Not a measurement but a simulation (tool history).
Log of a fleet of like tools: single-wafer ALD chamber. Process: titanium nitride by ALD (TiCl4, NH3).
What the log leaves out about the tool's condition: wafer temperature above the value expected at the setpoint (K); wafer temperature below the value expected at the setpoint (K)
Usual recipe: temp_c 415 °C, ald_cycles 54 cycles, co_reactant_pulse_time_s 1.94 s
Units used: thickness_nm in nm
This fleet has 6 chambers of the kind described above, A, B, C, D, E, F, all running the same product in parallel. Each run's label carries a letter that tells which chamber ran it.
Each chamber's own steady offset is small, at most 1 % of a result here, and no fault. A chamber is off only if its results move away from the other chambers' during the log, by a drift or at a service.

run	hour	temp_c	ald_cycles	co_reactant_pulse_time_s	hours since the last thermocouple change	read-back reference wafer on the same gauge, thickness_nm	thickness_nm
1B	14.5	415	54	1.94	1326.2	1.1292	1.1988
2E	24.9	415	54	1.94	881.6	1.1303	1.1925
3F	39.6	415	54	1.94	1730.5	1.1309	1.2031
4C	51.1	415	54	1.94	1075.3	1.1294	1.207
5A	60.6	415	54	1.94	460.9	1.1299	1.2021
6D	68.8	415	54	1.94	571.9	1.1299	1.1979
7E	80.9	415	54	2.26	937.6	1.1296	1.1859
8A	90.6	415	54	2.26	490.9	1.1291	1.2101
9F	104.9	415	54	2.26	1795.8	1.13	1.2033
10D	112.7	415	54	2.26	615.8	1.1293	1.2104
11B	119.2	415	54	2.26	1430.9	1.1303	1.2135
12C	130.2	415	54	2.26	1154.4	1.1297	1.2058
13E	140.2	415	54	1.94	996.9	1.1299	1.1922
14D	148.6	415	54	1.64	651.7	1.1301	1.1887
15F	158.7	415	54	1.64	1849.6	1.129	1.1928
16A	171	415	54	1.64	571.3	1.1296	1.1981
17B	182.1	415	54	1.64	1493.8	1.1303	1.1921
18C	189.6	415	54	1.64	1213.8	1.1304	1.1951
19F	200.3	415	54	1.64	1891.2	1.1301	1.1978
20E	209.3	415	54	1.94	1066	1.1296	1.1907
21D	220.1	415	54	1.94	723.2	1.1311	1.2014
22B	228.3	415	54	1.94	1540	1.1303	1.2018
23C	236.7	415	54	1.94	1260.9	1.1305	1.1995
24A	246	415	54	1.94	646.3	1.1298	1.2141
25A	260.4	415	54	1.94	660.7	1.1315	1.2058
26F	273	415	54	1.94	1963.9	1.1297	1.2038
27C	285.2	415	54	1.94	1309.4	1.1295	1.2046
28E	294.6	415	54	1.94	1151.3	1.1292	1.1873
29B	309.2	415	54	1.94	1620.9	1.1297	1.2082
30D	317.8	415	54	1.94	820.9	1.1295	1.192
31F	330.2	415	54	1.94	2021.1	1.1286	1.197
32B	341.5	415	54	1.94	1653.2	1.1305	1.2033
# hour 352.1: chamber C: thermocouple changed; heater temperature recalibrated
33C	356	415	48	2.17	3.9	1.129	1.0693
34A	362.7	415	48	2.17	763	1.129	1.0708
35E	372.5	415	48	2.17	1229.2	1.1311	1.0517
36D	379.8	415	48	2.17	882.9	1.1309	1.0778
37B	393.9	415	48	2.17	1705.6	1.1304	1.0704
38C	407.4	415	48	2.17	55.3	1.1293	1.0656

Predict what each chamber gives when all 6 of them run the settings below next.
39A	417.9	415	54	1.94			?
39B	417.9	415	54	1.94			?
39C	417.9	415	54	1.94			?
39D	417.9	415	54	1.94			?
39E	417.9	415	54	1.94			?
39F	417.9	415	54	1.94			?

run	thickness_nm
39A	1.2081
39B	1.1925
39C	1.2079
39D	1.2046
39E	1.1871
39F	1.2004
